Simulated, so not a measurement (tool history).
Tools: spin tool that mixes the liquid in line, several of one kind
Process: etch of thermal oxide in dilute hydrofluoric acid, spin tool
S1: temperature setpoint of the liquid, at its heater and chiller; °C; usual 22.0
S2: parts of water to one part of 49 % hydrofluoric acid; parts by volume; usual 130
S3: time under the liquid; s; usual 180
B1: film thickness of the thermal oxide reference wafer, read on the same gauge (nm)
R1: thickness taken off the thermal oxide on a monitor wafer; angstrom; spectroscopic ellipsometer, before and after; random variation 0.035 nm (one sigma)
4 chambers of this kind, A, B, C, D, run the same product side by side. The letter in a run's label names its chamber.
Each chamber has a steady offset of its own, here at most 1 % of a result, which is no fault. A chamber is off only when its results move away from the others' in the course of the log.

run,hour,S1,S2,S3,B1,R1
1B,12.8,22.0,130,180,49.980,57.576
2D,24.2,22.0,130,180,49.996,57.268
3C,30.1,22.0,130,180,50.021,57.670
4A,38.2,22.0,130,180,49.999,57.949
5D,48.5,22.0,130,180,50.002,56.538
6A,54.2,22.0,130,180,49.999,58.036
7C,62.3,22.0,130,180,49.974,57.197
8B,75.2,17.5,130,180,50.021,47.867
9C,85.6,17.5,130,180,50.048,47.677
10B,97.0,17.5,130,180,50.001,47.761
11A,109.5,17.5,130,180,49.998,48.462
12D,117.5,22.0,130,180,49.998,57.487
# hour 123.8: chamber C: thermometer replaced
13D,127.4,22.0,130,180,49.980,58.407
14B,134.9,22.0,130,180,49.991,57.687
15C,144.8,22.0,130,180,50.003,57.487
16A,156.7,22.0,130,180,50.014,57.528
17D,163.9,22.0,130,180,50.003,58.489
18B,173.5,22.0,130,180,49.982,56.997
19C,182.2,22.0,130,180,50.037,57.689
20A,189.3,22.0,130,180,49.995,57.465
21A,197.8,22.0,130,180,49.974,57.863
22B,209.9,22.0,130,255,49.994,81.221
23C,218.5,22.0,130,255,49.975,81.070
24D,225.9,22.0,130,255,49.995,85.004
25A,236.8,22.0,130,255,50.015,82.526
26B,242.7,22.0,130,180,49.954,57.820
27D,252.6,22.0,130,180,49.971,60.447
28C,263.7,22.0,130,180,50.011,57.557
29D,273.6,22.0,130,180,49.980,60.403
30B,282.3,22.0,130,235,50.021,74.560
31C,291.7,22.0,130,235,50.008,74.155
32A,301.7,22.0,130,235,50.015,76.281
33B,313.7,22.0,130,235,49.978,74.882
34C,325.9,22.0,130,180,49.988,57.287
35A,337.9,22.0,130,180,50.003,57.928
36D,346.6,22.0,130,180,49.991,61.688
37C,353.0,22.0,105,85,50.011,34.500
38A,361.8,22.0,105,85,49.997,35.281
39D,373.7,22.0,105,85,50.010,37.159
40B,382.4,22.0,105,85,49.999,34.822
41B,390.8,22.0,130,180,50.008,57.623
42C,398.6,22.0,165,140,50.028,33.473
43D,406.2,22.0,165,140,49.977,36.666
44A,413.6,22.0,165,140,50.001,33.973

Next, every chamber runs the same settings. What will each give?
45A,423.1,18.0,130,180,,?
45B,423.1,18.0,130,180,,?
45C,423.1,18.0,130,180,,?
45D,423.1,18.0,130,180,,?

run,R1
45A,49.148
45B,48.801
45C,48.724
45D,53.190

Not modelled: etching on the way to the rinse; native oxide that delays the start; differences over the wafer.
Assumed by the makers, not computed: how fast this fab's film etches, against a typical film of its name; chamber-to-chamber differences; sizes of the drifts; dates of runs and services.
